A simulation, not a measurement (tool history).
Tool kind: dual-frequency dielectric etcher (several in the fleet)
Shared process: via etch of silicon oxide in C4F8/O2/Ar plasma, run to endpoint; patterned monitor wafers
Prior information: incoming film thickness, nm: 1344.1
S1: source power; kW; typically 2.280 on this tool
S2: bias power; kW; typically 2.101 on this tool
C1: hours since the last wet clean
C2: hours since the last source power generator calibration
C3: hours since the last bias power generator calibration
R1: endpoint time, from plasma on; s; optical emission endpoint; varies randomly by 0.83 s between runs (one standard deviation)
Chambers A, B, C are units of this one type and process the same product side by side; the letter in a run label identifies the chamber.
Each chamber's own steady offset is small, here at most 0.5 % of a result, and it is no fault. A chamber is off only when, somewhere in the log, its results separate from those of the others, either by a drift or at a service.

| run | day | S1 | S2 | C1 | C2 | C3 | R1 |
|---|---|---|---|---|---|---|---|
| 1B | 0.550 | 2.280 | 2.101 | 467.6 | 1289.3 | 1239.1 | 245.96 |
| 2A | 0.992 | 2.280 | 2.101 | 413.8 | 428.2 | 1651.0 | 248.10 |
|  | 1.321 | chamber A: wet clean of the chamber |
| 3C | 1.367 | 2.280 | 2.101 | 260.3 | 1193.0 | 1530.3 | 247.25 |
| 4B | 1.800 | 2.280 | 2.101 | 497.6 | 1319.3 | 1269.1 | 247.78 |
| 5C | 2.300 | 2.010 | 1.907 | 282.7 | 1215.4 | 1552.7 | 268.32 |
| 6A | 2.854 | 2.010 | 1.907 | 36.8 | 472.9 | 1695.7 | 267.19 |
| 7C | 3.254 | 2.010 | 1.907 | 305.6 | 1238.3 | 1575.6 | 268.67 |
| 8A | 3.579 | 1.900 | 1.773 | 54.2 | 490.3 | 1713.1 | 280.47 |
| 9B | 4.046 | 1.900 | 1.773 | 551.5 | 1373.2 | 1323.0 | 280.59 |
| 10B | 4.388 | 1.900 | 1.773 | 559.7 | 1381.4 | 1331.2 | 279.58 |
| 11C | 4.767 | 2.710 | 2.101 | 341.9 | 1274.6 | 1611.9 | 233.46 |
| 12A | 5.029 | 2.710 | 2.101 | 89.0 | 525.1 | 1747.9 | 231.37 |
| 13C | 5.512 | 2.710 | 2.101 | 359.8 | 1292.5 | 1629.8 | 234.45 |
| 14B | 5.917 | 2.280 | 2.101 | 596.4 | 1418.1 | 1367.9 | 246.85 |
|  | 6.154 | chamber B: wet clean of the chamber |
| 15A | 6.408 | 2.280 | 2.101 | 122.1 | 558.2 | 1781.0 | 249.21 |
| 16A | 6.942 | 2.760 | 2.440 | 134.9 | 571.0 | 1793.8 | 219.94 |
| 17C | 7.238 | 2.760 | 2.440 | 401.2 | 1333.9 | 1671.2 | 224.13 |
| 18B | 7.775 | 2.760 | 2.440 | 39.0 | 1462.7 | 1412.5 | 218.70 |
| 19B | 8.338 | 2.280 | 2.101 | 52.5 | 1476.2 | 1426.0 | 246.69 |
| 20C | 8.883 | 2.280 | 2.101 | 440.7 | 1373.4 | 1710.7 | 253.96 |
| 21A | 9.321 | 2.280 | 2.101 | 192.0 | 628.1 | 1850.9 | 247.08 |
| 22C | 9.638 | 2.280 | 2.101 | 458.8 | 1391.5 | 1728.8 | 254.60 |
| 23B | 10.150 | 1.750 | 2.101 | 96.0 | 1519.7 | 1469.5 | 275.24 |
| 24A | 10.621 | 1.750 | 2.101 | 223.2 | 659.3 | 1882.1 | 275.36 |
| 25C | 10.892 | 1.750 | 2.101 | 488.9 | 1421.6 | 1758.9 | 284.70 |
| 26B | 11.138 | 2.280 | 2.101 | 119.7 | 1543.4 | 1493.2 | 246.52 |
| 27A | 11.388 | 2.280 | 2.101 | 241.6 | 677.7 | 1900.5 | 247.44 |
| 28A | 11.742 | 1.790 | 1.652 | 250.1 | 686.2 | 1909.0 | 292.37 |
| 29C | 12.283 | 1.790 | 1.652 | 522.3 | 1455.0 | 1792.3 | 305.13 |
| 30B | 12.717 | 1.790 | 1.652 | 157.6 | 1581.3 | 1531.1 | 294.05 |

One chamber off, gauge drift, or nothing amiss beyond the chambers' own small offsets? If it is a chamber, which one, and what is the likeliest cause?

One chamber, C, drifts off from the rest bit by bit.
Likeliest cause: etch rate under this chamber's usual, % = 4.43.

Below are 4 candidate recipes for chamber C's next run, each the usual settings with a change, their results shown as question marks. Which of them brings C's results back in line with what the other chambers give on the usual settings?
Maximum distance from the other chambers' mean on the usual settings for a result to count as in line: R1 2.90 s
| 31C-1 | 13.125 | 2.360 | 2.157 |  |  |  | ? |
| 31C-2 | 13.125 | 2.450 | 2.217 |  |  |  | ? |
| 31C-3 | 13.125 | 2.280 | 1.938 |  |  |  | ? |
| 31C-4 | 13.125 | 2.110 | 1.985 |  |  |  | ? |

On the usual settings, the other chambers give on average: R1 247.55 s
| run | R1 |
|---|---|
| 31C-1 | 253.97 |
| 31C-2 | 248.29 |
| 31C-3 | 265.41 |
| 31C-4 | 271.80 |
31C-2 puts the chamber back in line with the other chambers.
